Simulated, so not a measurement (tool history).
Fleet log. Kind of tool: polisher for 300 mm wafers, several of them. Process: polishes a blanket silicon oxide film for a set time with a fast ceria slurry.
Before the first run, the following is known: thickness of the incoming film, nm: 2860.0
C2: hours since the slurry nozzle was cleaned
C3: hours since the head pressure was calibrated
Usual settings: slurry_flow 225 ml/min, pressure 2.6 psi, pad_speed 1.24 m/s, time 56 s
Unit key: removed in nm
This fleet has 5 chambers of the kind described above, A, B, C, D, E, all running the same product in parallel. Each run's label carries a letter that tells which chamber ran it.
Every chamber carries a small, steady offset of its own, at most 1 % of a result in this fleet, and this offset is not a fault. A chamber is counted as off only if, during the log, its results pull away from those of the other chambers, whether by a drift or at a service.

At day 0.229: chamber B: worn pad replaced by a new one.
Run 1A, day 0.554: usual settings; wafers polished on this pad 277; C2 119.6; C3 164.9. Result: removed 995.66 nm.
At day 0.612: chamber C: slurry nozzle cleaned.
Run 2E, day 0.896: usual settings; wafers polished on this pad 206; C2 234.6; C3 199.8. Result: removed 1002.1 nm.
Run 3D, day 1.425: usual settings; wafers polished on this pad 848; C2 70.3; C3 306.7. Result: removed 1011.9 nm.
Run 4B, day 1.821: usual settings; wafers polished on this pad 242; C2 619.8; C3 228. Result: removed 1001 nm.
At day 1.846: chamber B: slurry nozzle cleaned.
Run 5C, day 2.146: usual settings; wafers polished on this pad 619; C2 36.9; C3 414.7. Result: removed 1006.6 nm.
At day 2.358: chamber E: slurry nozzle cleaned.
Run 6A, day 2.546: usual settings but pad_speed 1.08 m/s; wafers polished on this pad 580; C2 167.4; C3 212.7. Result: removed 857.62 nm.
Run 7D, day 2.925: usual settings but pad_speed 1.08 m/s; wafers polished on this pad 1076; C2 106.3; C3 342.7. Result: removed 880.25 nm.
Run 8E, day 3.442: usual settings but pad_speed 1.08 m/s; wafers polished on this pad 593; C2 26.1; C3 260.9. Result: removed 865.2 nm.
Run 9B, day 3.746: usual settings but pad_speed 1.08 m/s; wafers polished on this pad 536; C2 45.6; C3 274.2. Result: removed 859.36 nm.
At day 3.767: chamber B: worn pad replaced by a new one.
Run 10C, day 4.008: usual settings but pad_speed 1.08 m/s; wafers polished on this pad 903; C2 81.6; C3 459.4. Result: removed 875.89 nm.
At day 4.192: chamber D: worn pad replaced by a new one.
Run 11C, day 4.45: usual settings; wafers polished on this pad 970; C2 92.2; C3 470. Result: removed 983.03 nm.
Run 12A, day 4.912: usual settings; wafers polished on this pad 941; C2 224.2; C3 269.5. Result: removed 986.29 nm.
At day 5.142: chamber E: worn pad replaced by a new one.
Run 13D, day 5.396: usual settings; wafers polished on this pad 183; C2 165.6; C3 402. Result: removed 1012.8 nm.
At day 5.629: chamber A: worn pad replaced by a new one.
Run 14E, day 5.954: usual settings; wafers polished on this pad 124; C2 86.4; C3 321.2. Result: removed 1001.6 nm.
At day 5.975: chamber C: worn pad replaced by a new one.
Run 15B, day 6.483: usual settings; wafers polished on this pad 414; C2 111.3; C3 339.9. Result: removed 982.34 nm.
Run 16E, day 7.062: usual settings but slurry_flow 265 ml/min, pressure 2 psi; wafers polished on this pad 292; C2 113; C3 347.8. Result: removed 780.66 nm.
At day 7.204: chamber A: slurry nozzle cleaned.
Run 17A, day 7.404: usual settings but slurry_flow 265 ml/min, pressure 2 psi; wafers polished on this pad 270; C2 4.9; C3 329.3. Result: removed 764.53 nm.
Run 18B, day 7.838: usual settings but slurry_flow 265 ml/min, pressure 2 psi; wafers polished on this pad 620; C2 143.8; C3 372.4. Result: removed 769.99 nm.
At day 7.992: chamber B: worn pad replaced by a new one.
Run 19D, day 8.242: usual settings but slurry_flow 265 ml/min, pressure 2 psi; wafers polished on this pad 617; C2 233.9; C3 470.3. Result: removed 785.57 nm.
Run 20C, day 8.55: usual settings but slurry_flow 265 ml/min, pressure 2 psi; wafers polished on this pad 392; C2 190.6; C3 568.4. Result: removed 783.97 nm.
Run 21C, day 8.996: usual settings but slurry_flow 290 ml/min, time 44 s; wafers polished on this pad 460; C2 201.3; C3 579.1. Result: removed 810.67 nm.
Run 22E, day 9.258: usual settings but slurry_flow 290 ml/min, time 44 s; wafers polished on this pad 627; C2 165.7; C3 400.5. Result: removed 810.07 nm.
Run 23D, day 9.571: usual settings but slurry_flow 290 ml/min, time 44 s; wafers polished on this pad 820; C2 265.8; C3 502.2. Result: removed 815.22 nm.
Run 24A, day 9.938: usual settings but slurry_flow 290 ml/min, time 44 s; wafers polished on this pad 656; C2 65.7; C3 390.1. Result: removed 805.17 nm.
At day 9.95: chamber C: head pressure recalibrated.
Run 25B, day 10.525: usual settings but slurry_flow 290 ml/min, time 44 s; wafers polished on this pad 386; C2 208.3; C3 436.9. Result: removed 793.3 nm.
Run 26E, day 10.892: usual settings; wafers polished on this pad 876; C2 204.9; C3 439.7. Result: removed 999.91 nm.
Run 27B, day 11.262: usual settings; wafers polished on this pad 498; C2 226; C3 454.6. Result: removed 976.78 nm.
Run 28A, day 11.621: usual settings; wafers polished on this pad 913; C2 106.1; C3 430.5. Result: removed 994.67 nm.
At day 11.696: chamber B: worn pad replaced by a new one.
At day 11.796: chamber E: worn pad replaced by a new one.
At day 11.812: chamber E: head pressure recalibrated.
Run 29D, day 12.021: usual settings; wafers polished on this pad 1193; C2 324.6; C3 561. Result: removed 1005.9 nm.
At day 12.25: chamber E: slurry nozzle cleaned.
Run 30C, day 12.504: usual settings; wafers polished on this pad 995; C2 285.5; C3 61.4. Result: removed 989.63 nm.
At day 12.912: chamber A: worn pad replaced by a new one.
Run 31A, day 12.979: usual settings but slurry_flow 290 ml/min, time 45 s; wafers polished on this pad 10; C2 138.7; C3 463.1. Result: removed 819.28 nm.
Run 32B, day 13.312: usual settings but slurry_flow 290 ml/min, time 45 s; wafers polished on this pad 246; C2 275.2; C3 503.8. Result: removed 805.95 nm.
Run 33E, day 13.575: usual settings but slurry_flow 290 ml/min, time 45 s; wafers polished on this pad 271; C2 31.8; C3 42.4. Result: removed 834.31 nm.
Run 34D, day 14.108: usual settings but slurry_flow 290 ml/min, time 45 s; wafers polished on this pad 1511; C2 374.7; C3 611.1. Result: removed 824.55 nm.
At day 14.417: chamber C: slurry nozzle cleaned.
Run 35C, day 14.562: usual settings but slurry_flow 290 ml/min, time 45 s; wafers polished on this pad 1309; C2 3.6; C3 110.8. Result: removed 820.6 nm.
Run 36E, day 14.95: usual settings; wafers polished on this pad 481; C2 64.8; C3 75.4. Result: removed 1002.8 nm.
At day 15.175: chamber D: worn pad replaced by a new one.
At day 15.2: chamber B: worn pad replaced by a new one.
Run 37A, day 15.362: usual settings; wafers polished on this pad 373; C2 195.9; C3 520.3. Result: removed 988.42 nm.
Run 38B, day 15.75: usual settings; wafers polished on this pad 84; C2 333.7; C3 562.3. Result: removed 979.07 nm.
At day 16.112: chamber C: worn pad replaced by a new one.
Run 39D, day 16.171: usual settings; wafers polished on this pad 151; C2 424.2; C3 660.6. Result: removed 1014 nm.
Run 40C, day 16.562: usual settings; wafers polished on this pad 68; C2 51.6; C3 158.8. Result: removed 994.93 nm.
Run 41C, day 17.088: usual settings; wafers polished on this pad 148; C2 64.2; C3 171.4. Result: removed 1002.1 nm.
Run 42B, day 17.396: usual settings; wafers polished on this pad 334; C2 373.2; C3 601.8. Result: removed 953.69 nm.
Run 43D, day 17.704: usual settings; wafers polished on this pad 385; C2 461; C3 697.4. Result: removed 1012.3 nm.

Does one chamber stand apart from the rest, does the shared gauge drift, or is all well apart from small per-chamber offsets? Give the chamber and the most likely cause, where there is one.

Chamber B drifts away from the others.
What lies behind it: head's pressure below its setpoint, % = 4.52.

Below are 4 candidate recipes for chamber B's next run, each the usual settings with a change, their results shown as question marks. Which of them brings B's results back in line with what the other chambers give on the usual settings?
In line here means within this much of the mean the other chambers give on the usual settings: removed 24 nm
Run 44B-1, day 18.129: usual settings but pad_speed 1.26 m/s, time 57 s. Result: removed ?.
Run 44B-2, day 18.129: usual settings but pressure 2.7 psi, pad_speed 1.28 m/s, time 57 s. Result: removed ?.
Run 44B-3, day 18.129: usual settings but pad_speed 1.22 m/s, time 55 s. Result: removed ?.
Run 44B-4, day 18.129: usual settings but pressure 2.5 psi, pad_speed 1.2 m/s, time 55 s. Result: removed ?.

Average result of the remaining chambers running the usual settings: removed 998.13 nm
  run  removed
44B-1   986.13
44B-2     1040
44B-3   920.88
44B-4   871.24
Change 44B-1 lands the chamber within the allowed miss of the other chambers.

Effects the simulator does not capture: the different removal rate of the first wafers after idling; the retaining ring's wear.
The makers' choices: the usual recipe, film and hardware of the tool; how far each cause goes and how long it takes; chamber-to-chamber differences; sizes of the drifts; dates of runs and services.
